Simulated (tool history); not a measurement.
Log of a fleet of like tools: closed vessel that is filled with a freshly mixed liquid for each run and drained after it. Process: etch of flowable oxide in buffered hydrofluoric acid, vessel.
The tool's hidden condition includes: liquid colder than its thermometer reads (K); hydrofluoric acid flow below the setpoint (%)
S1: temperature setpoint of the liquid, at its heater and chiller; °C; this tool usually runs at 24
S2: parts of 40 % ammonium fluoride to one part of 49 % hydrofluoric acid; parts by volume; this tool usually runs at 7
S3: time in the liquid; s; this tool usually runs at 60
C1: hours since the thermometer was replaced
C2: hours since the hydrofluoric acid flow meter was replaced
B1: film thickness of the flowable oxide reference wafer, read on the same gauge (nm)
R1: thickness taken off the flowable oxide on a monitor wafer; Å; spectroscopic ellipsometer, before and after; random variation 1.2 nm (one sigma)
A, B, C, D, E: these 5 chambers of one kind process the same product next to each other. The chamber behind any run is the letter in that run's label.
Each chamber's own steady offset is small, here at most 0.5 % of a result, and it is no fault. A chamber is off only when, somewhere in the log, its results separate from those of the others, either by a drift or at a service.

{"run": "1C", "hour": 11.1, "S1": 24, "S2": 7, "S3": 60, "C1": 1261.2, "C2": 162.1, "B1": 59.968, "R1": 1508.2}
{"run": "2B", "hour": 21.4, "S1": 24, "S2": 7, "S3": 60, "C1": 2381.9, "C2": 458.5, "B1": 59.996, "R1": 1511.7}
{"run": "3A", "hour": 34.5, "S1": 24, "S2": 7, "S3": 60, "C1": 1511, "C2": 83.5, "B1": 60.016, "R1": 1496}
{"run": "4D", "hour": 45.8, "S1": 24, "S2": 7, "S3": 60, "C1": 1250.8, "C2": 789.8, "B1": 59.928, "R1": 1507.1}
{"run": "5E", "hour": 54.4, "S1": 24, "S2": 7, "S3": 60, "C1": 1747.7, "C2": 67.5, "B1": 59.963, "R1": 1497.8}
{"run": "6B", "hour": 62.1, "S1": 24, "S2": 7, "S3": 60, "C1": 2422.6, "C2": 499.2, "B1": 60.025, "R1": 1493.7}
{"run": "7C", "hour": 76.6, "S1": 24, "S2": 7, "S3": 60, "C1": 1326.7, "C2": 227.6, "B1": 60.008, "R1": 1486.8}
{"run": "8D", "hour": 85.5, "S1": 24, "S2": 7, "S3": 60, "C1": 1290.5, "C2": 829.5, "B1": 59.972, "R1": 1471.9}
{"run": "9A", "hour": 98.2, "S1": 24, "S2": 7, "S3": 60, "C1": 1574.7, "C2": 147.2, "B1": 60.012, "R1": 1471.3}
{"run": "10E", "hour": 106.2, "S1": 24, "S2": 7, "S3": 60, "C1": 1799.5, "C2": 119.3, "B1": 59.995, "R1": 1498.7}
{"run": "11A", "hour": 121.2, "S1": 27, "S2": 7, "S3": 60, "C1": 1597.7, "C2": 170.2, "B1": 59.993, "R1": 1719.1}
{"run": "12D", "hour": 131.2, "S1": 27, "S2": 7, "S3": 60, "C1": 1336.2, "C2": 875.2, "B1": 59.964, "R1": 1774.2}
{"run": "13C", "hour": 144.8, "S1": 27, "S2": 7, "S3": 60, "C1": 1394.9, "C2": 295.8, "B1": 60.018, "R1": 1763.9}
{"run": "14E", "hour": 158.9, "S1": 27, "S2": 7, "S3": 60, "C1": 1852.2, "C2": 172, "B1": 59.99, "R1": 1784.4}
{"hour": 165.3, "done": "chamber E: thermometer replaced"}
{"run": "15B", "hour": 174.4, "S1": 27, "S2": 7, "S3": 60, "C1": 2534.9, "C2": 611.5, "B1": 60.055, "R1": 1750.2}
{"run": "16A", "hour": 187.8, "S1": 24, "S2": 7, "S3": 60, "C1": 1664.3, "C2": 236.8, "B1": 60.027, "R1": 1456.7}
{"run": "17E", "hour": 201.0, "S1": 24, "S2": 7, "S3": 60, "C1": 35.7, "C2": 214.1, "B1": 60.013, "R1": 1497.4}
{"run": "18B", "hour": 212.4, "S1": 24, "S2": 7, "S3": 60, "C1": 2572.9, "C2": 649.5, "B1": 59.942, "R1": 1510}
{"run": "19C", "hour": 221.3, "S1": 24, "S2": 7, "S3": 80, "C1": 1471.4, "C2": 372.3, "B1": 60.049, "R1": 2022.2}
{"hour": 227.9, "done": "chamber D: thermometer replaced"}
{"run": "20D", "hour": 229.1, "S1": 24, "S2": 7, "S3": 80, "C1": 1.2, "C2": 973.1, "B1": 59.975, "R1": 1994}
{"run": "21B", "hour": 243.8, "S1": 24, "S2": 7, "S3": 80, "C1": 2604.3, "C2": 680.9, "B1": 60.017, "R1": 2010.2}
{"run": "22C", "hour": 251.7, "S1": 24, "S2": 7, "S3": 80, "C1": 1501.8, "C2": 402.7, "B1": 59.945, "R1": 2002.2}
{"run": "23D", "hour": 265.0, "S1": 24, "S2": 7, "S3": 80, "C1": 37.1, "C2": 1009, "B1": 59.941, "R1": 1978}
{"run": "24E", "hour": 278.2, "S1": 28, "S2": 7, "S3": 60, "C1": 112.9, "C2": 291.3, "B1": 60, "R1": 1881.9}
{"run": "25A", "hour": 290.2, "S1": 28, "S2": 7, "S3": 60, "C1": 1766.7, "C2": 339.2, "B1": 60.016, "R1": 1760.1}
{"run": "26D", "hour": 304.6, "S1": 28, "S2": 7, "S3": 60, "C1": 76.7, "C2": 1048.6, "B1": 59.996, "R1": 1836.8}
{"run": "27C", "hour": 312.1, "S1": 28, "S2": 7, "S3": 60, "C1": 1562.2, "C2": 463.1, "B1": 60.041, "R1": 1853.1}
{"run": "28E", "hour": 319.5, "S1": 28, "S2": 7, "S3": 60, "C1": 154.2, "C2": 332.6, "B1": 59.991, "R1": 1846.3}
{"run": "29A", "hour": 327.2, "S1": 24, "S2": 7, "S3": 60, "C1": 1803.7, "C2": 376.2, "B1": 59.959, "R1": 1410.2}
{"run": "30B", "hour": 341.4, "S1": 24, "S2": 7, "S3": 60, "C1": 2701.9, "C2": 778.5, "B1": 59.973, "R1": 1500.2}
{"run": "31A", "hour": 355.9, "S1": 24, "S2": 7, "S3": 60, "C1": 1832.4, "C2": 404.9, "B1": 60.032, "R1": 1396.8}
{"run": "32C", "hour": 363.4, "S1": 24, "S2": 7, "S3": 60, "C1": 1613.5, "C2": 514.4, "B1": 60.034, "R1": 1508.5}
{"run": "33D", "hour": 370.3, "S1": 24, "S2": 7, "S3": 60, "C1": 142.4, "C2": 1114.3, "B1": 59.987, "R1": 1492.7}
{"run": "34E", "hour": 381.8, "S1": 24, "S2": 7, "S3": 60, "C1": 216.5, "C2": 394.9, "B1": 59.966, "R1": 1494.7}

Decide between three cases: one chamber stands off from its peers, the gauge reading all wafers drifts, or nothing is wrong past each chamber's small offset. Where a chamber is off, say which and what most likely put it there.

It is chamber A that slowly wanders off from its peers.
What lies behind it: liquid colder than its thermometer reads (K) = 1.37.
The log might look much the same if the cause were instead: hydrofluoric acid flow below the setpoint (%).

Which of the 4 candidates below, each the usual settings with something changed and its results left as question marks, puts chamber A back in line with what the other chambers give on the usual settings?
In line here means within this much of the mean the other chambers give on the usual settings: R1 42 Å
{"run": "35A-1", "hour": 393.0, "S1": 24, "S2": 7, "S3": 55, "R1": "?"}
{"run": "35A-2", "hour": 393.0, "S1": 25, "S2": 6.5, "S3": 60, "R1": "?"}
{"run": "35A-3", "hour": 393.0, "S1": 21.5, "S2": 7, "S3": 60, "R1": "?"}
{"run": "35A-4", "hour": 393.0, "S1": 24, "S2": 7, "S3": 65, "R1": "?"}

Usual-settings mean across the other chambers: R1 1500.8 Å
run=35A-1 R1=1274.9
run=35A-2 R1=1565.7
run=35A-3 R1=1212.3
run=35A-4 R1=1506.7
35A-4 puts the chamber back in line with the other chambers.

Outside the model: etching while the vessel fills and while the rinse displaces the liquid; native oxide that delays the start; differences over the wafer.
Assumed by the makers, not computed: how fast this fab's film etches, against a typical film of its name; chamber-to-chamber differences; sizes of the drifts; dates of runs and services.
